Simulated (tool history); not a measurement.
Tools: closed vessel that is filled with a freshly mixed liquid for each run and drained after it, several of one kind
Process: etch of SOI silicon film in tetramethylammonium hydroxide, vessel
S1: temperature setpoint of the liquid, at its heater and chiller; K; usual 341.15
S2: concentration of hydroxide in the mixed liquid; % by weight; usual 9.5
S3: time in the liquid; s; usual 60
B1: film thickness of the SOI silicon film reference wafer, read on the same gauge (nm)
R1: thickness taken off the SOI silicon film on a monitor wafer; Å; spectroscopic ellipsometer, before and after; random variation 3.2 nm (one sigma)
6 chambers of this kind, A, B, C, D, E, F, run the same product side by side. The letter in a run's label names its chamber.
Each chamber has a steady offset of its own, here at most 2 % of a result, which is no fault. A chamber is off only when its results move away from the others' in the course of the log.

run,hour,S1,S2,S3,B1,R1
1E,8.7,341.15,9.5,60,120.00,3816.5
2A,17.4,341.15,9.5,60,120.00,3915.2
3C,31.3,341.15,9.5,60,119.98,4003.5
4D,42.8,341.15,9.5,60,120.00,3818.5
5B,58.1,341.15,9.5,60,119.96,3884.7
# hour 61.7: chamber D: hydroxide flow meter replaced
6F,69.8,341.15,9.5,60,119.99,3869.6
7F,81.1,336.65,9.5,40,120.06,1918.9
8D,91.8,336.65,9.5,40,119.98,1974.6
9A,100.4,336.65,9.5,40,120.02,2000.7
# hour 108.6: chamber A: hydroxide flow meter replaced
10E,111.9,336.65,9.5,40,119.94,1967.0
11C,119.2,336.65,9.5,40,120.01,1963.4
12B,132.4,336.65,9.5,40,120.00,1988.3
13D,140.3,341.15,9.5,60,120.03,3886.5
14F,151.4,341.15,9.5,60,120.01,3818.8
15C,162.4,341.15,9.5,60,120.00,3823.0
16E,171.8,336.65,9.5,30,120.01,1465.4
17A,180.6,336.65,9.5,30,119.95,1483.4
18B,190.5,336.65,9.5,30,120.08,1486.0
19E,201.2,336.65,9.5,30,120.00,1473.6
20A,215.3,336.65,9.5,30,120.00,1476.6
# hour 220.7: chamber E: hydroxide flow meter replaced
21F,222.4,336.65,9.5,30,119.95,1475.0
22B,236.5,341.15,9.5,60,120.04,3851.3
23D,248.4,341.15,9.5,85,120.01,5471.1
24C,259.4,341.15,9.5,85,120.00,5330.9
25C,269.8,341.15,9.5,85,120.00,5345.8
# hour 275.4: chamber F: hydroxide flow meter replaced
26E,281.4,341.15,9.5,85,119.98,5371.2
# hour 288.2: chamber A: thermometer replaced
27A,292.2,341.15,9.5,85,120.00,5637.4
28B,299.2,341.15,9.5,85,120.06,5524.7
# hour 307.2: chamber F: thermometer replaced
# hour 308.5: chamber E: thermometer replaced
29F,309.8,344.65,10.5,60,120.02,4587.2
30D,322.4,344.65,10.5,60,120.01,4622.6
31D,331.9,344.65,10.5,60,119.98,4595.0
32B,347.6,344.65,10.5,60,120.02,4625.4
33E,362.7,344.65,10.5,60,120.00,4519.7
34A,370.2,344.65,10.5,60,120.03,4699.9
35F,377.7,341.15,9.5,60,119.94,3894.5
36C,387.6,341.15,9.5,60,120.00,3592.9
37C,402.9,341.15,9.5,60,119.96,3579.1
38D,412.9,341.15,9.5,60,119.99,3843.1
39F,427.9,341.15,9.5,60,120.01,3836.6
40E,437.3,341.15,9.5,60,120.01,3842.0
41B,450.0,341.15,9.5,60,119.98,3881.4

Is one chamber off against the others, does the gauge drift, or is nothing wrong? If a chamber is off, say which, and what the likeliest cause is.

Chamber C drifts away from the others.
Cause: liquid colder than its thermometer reads (K) = 1.81.

Here are 4 candidates for chamber C's next run, each the usual settings with a change, their results left as question marks. Which one brings its results back in line with what the others give on the usual settings?
In line means no further than this from the other chambers' mean on the usual settings: R1 110.0 Å
42C-1,461.3,342.65,9.5,60,,?
42C-2,461.3,339.65,9.5,60,,?
42C-3,461.3,343.65,9.5,60,,?
42C-4,461.3,340.15,9.5,55,,?

The other chambers' mean on the usual settings: R1 3869.8 Å
run,R1
42C-1,3872.6
42C-2,3226.6
42C-3,4114.2
42C-4,3050.4
42C-1 brings the chamber back in line.
